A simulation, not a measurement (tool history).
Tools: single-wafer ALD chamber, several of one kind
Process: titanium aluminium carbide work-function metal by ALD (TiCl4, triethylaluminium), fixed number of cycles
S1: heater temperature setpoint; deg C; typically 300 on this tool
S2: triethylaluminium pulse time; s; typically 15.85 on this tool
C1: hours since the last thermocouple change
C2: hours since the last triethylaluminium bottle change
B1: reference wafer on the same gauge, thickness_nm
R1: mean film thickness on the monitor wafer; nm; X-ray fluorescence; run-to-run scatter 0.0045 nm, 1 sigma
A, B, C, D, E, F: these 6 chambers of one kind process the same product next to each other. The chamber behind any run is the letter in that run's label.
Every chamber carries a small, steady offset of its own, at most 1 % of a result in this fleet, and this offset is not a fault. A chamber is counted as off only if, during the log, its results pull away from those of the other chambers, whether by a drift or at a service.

Run 1A, hour 7.6: usual settings; C1 1883; C2 411.4; B1 2.4492. Result: R1 2.0544 nm.
Run 2B, hour 15: usual settings; C1 1373.2; C2 719.3; B1 2.4498. Result: R1 2.0684 nm.
At hour 17.9: chamber B: triethylaluminium bottle replaced.
Run 3D, hour 22.6: usual settings; C1 915.1; C2 378.2; B1 2.4496. Result: R1 2.0481 nm.
Run 4C, hour 28.3: usual settings; C1 521.4; C2 974.1; B1 2.45. Result: R1 2.0472 nm.
Run 5F, hour 33.2: usual settings; C1 860; C2 369.6; B1 2.4499. Result: R1 2.0632 nm.
Run 6E, hour 39.5: usual settings; C1 769.8; C2 415.9; B1 2.4499. Result: R1 2.0486 nm.
Run 7D, hour 47.5: usual settings; C1 940; C2 403.1; B1 2.4492. Result: R1 2.055 nm.
Run 8C, hour 54.7: usual settings; C1 547.8; C2 1000.5; B1 2.4502. Result: R1 2.0477 nm.
Run 9B, hour 62.9: usual settings; C1 1421.1; C2 45.1; B1 2.4496. Result: R1 2.0674 nm.
Run 10E, hour 67.7: usual settings; C1 798; C2 444.1; B1 2.4503. Result: R1 2.0437 nm.
Run 11F, hour 75: usual settings; C1 901.8; C2 411.4; B1 2.4502. Result: R1 2.0702 nm.
At hour 76.4: chamber A: thermocouple changed; heater temperature recalibrated.
Run 12A, hour 79.7: usual settings; C1 3.4; C2 483.5; B1 2.4506. Result: R1 2.0618 nm.
Run 13C, hour 87.9: usual settings but S2 20.71 s; C1 581; C2 1033.7; B1 2.4492. Result: R1 2.0486 nm.
Run 14A, hour 94.6: usual settings but S2 20.71 s; C1 18.3; C2 498.4; B1 2.4502. Result: R1 2.0651 nm.
Run 15D, hour 100.3: usual settings but S2 20.71 s; C1 992.8; C2 455.9; B1 2.4491. Result: R1 2.0579 nm.
Run 16B, hour 105.1: usual settings but S2 20.71 s; C1 1463.3; C2 87.3; B1 2.4491. Result: R1 2.0686 nm.
Run 17E, hour 109.8: usual settings but S2 20.71 s; C1 840.1; C2 486.2; B1 2.4515. Result: R1 2.0524 nm.
Run 18F, hour 114.5: usual settings but S2 20.71 s; C1 941.3; C2 450.9; B1 2.4501. Result: R1 2.0668 nm.
Run 19D, hour 121.8: usual settings; C1 1014.3; C2 477.4; B1 2.4506. Result: R1 2.0597 nm.
Run 20C, hour 126.3: usual settings; C1 619.4; C2 1072.1; B1 2.4497. Result: R1 2.0264 nm.
Run 21B, hour 134.3: usual settings; C1 1492.5; C2 116.5; B1 2.4491. Result: R1 2.0604 nm.
Run 22F, hour 142.4: usual settings but S2 21.37 s; C1 969.2; C2 478.8; B1 2.45. Result: R1 2.0714 nm.
Run 23A, hour 150.1: usual settings but S2 21.37 s; C1 73.8; C2 553.9; B1 2.4513. Result: R1 2.0643 nm.
Run 24E, hour 156.3: usual settings but S2 21.37 s; C1 886.6; C2 532.7; B1 2.4498. Result: R1 2.0583 nm.
Run 25C, hour 164.1: usual settings but S2 21.37 s; C1 657.2; C2 1109.9; B1 2.4503. Result: R1 2.0253 nm.
Run 26F, hour 169.5: usual settings but S2 21.37 s; C1 996.3; C2 505.9; B1 2.4507. Result: R1 2.0805 nm.
Run 27A, hour 174.5: usual settings but S2 21.37 s; C1 98.2; C2 578.3; B1 2.4505. Result: R1 2.0588 nm.
Run 28E, hour 182.2: usual settings; C1 912.5; C2 558.6; B1 2.4495. Result: R1 2.0452 nm.
Run 29D, hour 185.9: usual settings; C1 1078.4; C2 541.5; B1 2.4505. Result: R1 2.0642 nm.
Run 30B, hour 191.1: usual settings; C1 1549.3; C2 173.3; B1 2.449. Result: R1 2.065 nm.
Run 31F, hour 197.7: usual settings; C1 1024.5; C2 534.1; B1 2.4497. Result: R1 2.0801 nm.
Run 32D, hour 203.2: usual settings; C1 1095.7; C2 558.8; B1 2.4505. Result: R1 2.0505 nm.
Run 33A, hour 207.7: usual settings; C1 131.4; C2 611.5; B1 2.45. Result: R1 2.0579 nm.
Run 34B, hour 212.2: usual settings; C1 1570.4; C2 194.4; B1 2.4501. Result: R1 2.0654 nm.
Run 35E, hour 219.6: usual settings; C1 949.9; C2 596; B1 2.4502. Result: R1 2.0527 nm.
Run 36C, hour 223.7: usual settings but S1 295 deg C, S2 13.02 s; C1 716.8; C2 1169.5; B1 2.4506. Result: R1 1.9384 nm.
Run 37E, hour 229.6: usual settings but S1 295 deg C, S2 13.02 s; C1 959.9; C2 606; B1 2.4516. Result: R1 1.995 nm.
Run 38D, hour 236.9: usual settings but S1 295 deg C, S2 13.02 s; C1 1129.4; C2 592.5; B1 2.45. Result: R1 1.9987 nm.
Run 39A, hour 243: usual settings but S1 295 deg C, S2 13.02 s; C1 166.7; C2 646.8; B1 2.4505. Result: R1 1.9992 nm.
Run 40F, hour 251.3: usual settings but S1 295 deg C, S2 13.02 s; C1 1078.1; C2 587.7; B1 2.4505. Result: R1 2.0098 nm.
Run 41C, hour 259.4: usual settings but S1 295 deg C, S2 13.02 s; C1 752.5; C2 1205.2; B1 2.4501. Result: R1 1.9309 nm.
Run 42B, hour 264.7: usual settings but S1 313 deg C; C1 1622.9; C2 246.9; B1 2.4497. Result: R1 2.1797 nm.

All 6 chambers run these settings next. Forecast each chamber's results:
Run 43A, hour 270.7: usual settings but S2 19.3 s. Result: R1 ?.
Run 43B, hour 270.7: usual settings but S2 19.3 s. Result: R1 ?.
Run 43C, hour 270.7: usual settings but S2 19.3 s. Result: R1 ?.
Run 43D, hour 270.7: usual settings but S2 19.3 s. Result: R1 ?.
Run 43E, hour 270.7: usual settings but S2 19.3 s. Result: R1 ?.
Run 43F, hour 270.7: usual settings but S2 19.3 s. Result: R1 ?.

run      R1
43A  2.0583
43B  2.0704
43C  1.9994
43D  2.0556
43E  2.0571
43F  2.0785
